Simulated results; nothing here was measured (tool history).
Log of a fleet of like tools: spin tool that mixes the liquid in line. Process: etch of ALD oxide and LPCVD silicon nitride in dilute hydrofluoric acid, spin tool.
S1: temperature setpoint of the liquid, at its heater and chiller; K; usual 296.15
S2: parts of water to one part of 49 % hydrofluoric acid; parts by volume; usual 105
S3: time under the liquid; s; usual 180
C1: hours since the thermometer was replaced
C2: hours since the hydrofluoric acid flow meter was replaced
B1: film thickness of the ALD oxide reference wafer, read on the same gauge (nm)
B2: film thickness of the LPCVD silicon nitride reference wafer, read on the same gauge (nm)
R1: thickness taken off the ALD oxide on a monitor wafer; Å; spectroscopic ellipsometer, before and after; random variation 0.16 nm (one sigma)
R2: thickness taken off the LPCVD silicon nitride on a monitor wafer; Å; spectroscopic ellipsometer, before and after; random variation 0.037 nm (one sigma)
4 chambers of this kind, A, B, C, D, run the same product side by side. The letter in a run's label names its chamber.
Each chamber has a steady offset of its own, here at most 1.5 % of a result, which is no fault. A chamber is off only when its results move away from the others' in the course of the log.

Run 1C, hour 4.9: usual settings; C1 904.1; C2 427.2; B1 49.982; B2 140.08. Result: R1 283.41 Å, R2 8.1159 Å.
Run 2A, hour 11.3: usual settings; C1 276.2; C2 367.7; B1 49.986; B2 140. Result: R1 285.42 Å, R2 8.4347 Å.
Run 3B, hour 17.3: usual settings; C1 2886.9; C2 341.4; B1 49.982; B2 139.98. Result: R1 280.24 Å, R2 8.51 Å.
Run 4D, hour 20.7: usual settings; C1 472.2; C2 988.1; B1 50.023; B2 140.02. Result: R1 280.01 Å, R2 7.6042 Å.
Run 5A, hour 23.9: usual settings; C1 288.8; C2 380.3; B1 50.049; B2 140.05. Result: R1 287.58 Å, R2 8.5898 Å.
Run 6D, hour 28.3: usual settings; C1 479.8; C2 995.7; B1 49.985; B2 140.03. Result: R1 278.96 Å, R2 8.2943 Å.
Run 7C, hour 34.2: usual settings; C1 933.4; C2 456.5; B1 50.01; B2 140. Result: R1 286.09 Å, R2 8.0521 Å.
Run 8B, hour 37.8: usual settings; C1 2907.4; C2 361.9; B1 50.045; B2 140.02. Result: R1 279.43 Å, R2 8.0071 Å.
Run 9C, hour 41: usual settings; C1 940.2; C2 463.3; B1 50.037; B2 139.97. Result: R1 287.23 Å, R2 8.0678 Å.
Run 10D, hour 43.8: usual settings; C1 495.3; C2 1011.2; B1 50.002; B2 140.01. Result: R1 279.01 Å, R2 8.568 Å.
Run 11A, hour 49: usual settings; C1 313.9; C2 405.4; B1 50.03; B2 140.03. Result: R1 285.95 Å, R2 8.6436 Å.
Run 12B, hour 55.1: usual settings; C1 2924.7; C2 379.2; B1 49.994; B2 140.01. Result: R1 282.95 Å, R2 8.0388 Å.
Run 13C, hour 59.4: usual settings; C1 958.6; C2 481.7; B1 50.035; B2 139.98. Result: R1 284.33 Å, R2 8.088 Å.
Run 14B, hour 62.9: usual settings; C1 2932.5; C2 387; B1 49.98; B2 139.97. Result: R1 281.07 Å, R2 7.7466 Å.
Run 15A, hour 67.7: usual settings; C1 332.6; C2 424.1; B1 49.982; B2 140.03. Result: R1 282.65 Å, R2 8.7671 Å.
Run 16D, hour 72.3: usual settings; C1 523.8; C2 1039.7; B1 49.972; B2 140.02. Result: R1 281.4 Å, R2 8.7185 Å.
Run 17B, hour 77.2: usual settings; C1 2946.8; C2 401.3; B1 49.996; B2 140.01. Result: R1 282.44 Å, R2 8.1936 Å.
Run 18A, hour 80.4: usual settings; C1 345.3; C2 436.8; B1 49.97; B2 139.99. Result: R1 277.3 Å, R2 7.6121 Å.
Run 19C, hour 83.9: usual settings; C1 983.1; C2 506.2; B1 50.003; B2 139.96. Result: R1 284.9 Å, R2 8.4149 Å.
Run 20D, hour 87.2: usual settings; C1 538.7; C2 1054.6; B1 49.982; B2 139.94. Result: R1 283.88 Å, R2 7.6857 Å.
Run 21C, hour 92.4: usual settings but S3 90 s; C1 991.6; C2 514.7; B1 50.014; B2 140.01. Result: R1 142.88 Å, R2 4.1328 Å.
Run 22D, hour 96.6: usual settings but S3 90 s; C1 548.1; C2 1064; B1 49.955; B2 139.98. Result: R1 140.86 Å, R2 4.0676 Å.
Run 23A, hour 101.7: usual settings but S3 90 s; C1 366.6; C2 458.1; B1 49.972; B2 139.95. Result: R1 134.57 Å, R2 3.8553 Å.
Run 24B, hour 106.8: usual settings but S3 90 s; C1 2976.4; C2 430.9; B1 49.994; B2 140.01. Result: R1 139.56 Å, R2 4.0986 Å.
Run 25B, hour 112.5: usual settings; C1 2982.1; C2 436.6; B1 50.008; B2 140.03. Result: R1 283.02 Å, R2 8.3588 Å.
Run 26C, hour 116.9: usual settings; C1 1016.1; C2 539.2; B1 50.028; B2 140.01. Result: R1 284.03 Å, R2 8.232 Å.

Is one chamber off against the others, does the gauge drift, or is nothing wrong? If a chamber is off, say which, and what the likeliest cause is.

Chamber A drifts away from the others.
Cause: hydrofluoric acid flow below the setpoint (%) = 6.42.

Here are 4 candidates for chamber A's next run, each the usual settings with a change, their results left as question marks. Which one brings its results back in line with what the others give on the usual settings?
In line means no further than this from the other chambers' mean on the usual settings: R1 5.4 Å; R2 1.3 Å
Run 27A-1, hour 121.4: usual settings but S1 296.65 K, S2 110 parts by volume, S3 175 s. Result: R1 ?, R2 ?.
Run 27A-2, hour 121.4: usual settings but S1 296.65 K, S2 110 parts by volume, S3 170 s. Result: R1 ?, R2 ?.
Run 27A-3, hour 121.4: usual settings but S1 295.65 K, S2 100 parts by volume, S3 185 s. Result: R1 ?, R2 ?.
Run 27A-4, hour 121.4: usual settings but S1 295.65 K, S2 100 parts by volume, S3 190 s. Result: R1 ?, R2 ?.

The other chambers' mean on the usual settings: R1 282.76 Å; R2 8.1244 Å
  run      R1      R2
27A-1   250.5  7.5091
27A-2  243.34  7.2946
27A-3  284.07  8.1807
27A-4  291.75  8.4018
27A-3 brings the chamber back in line.
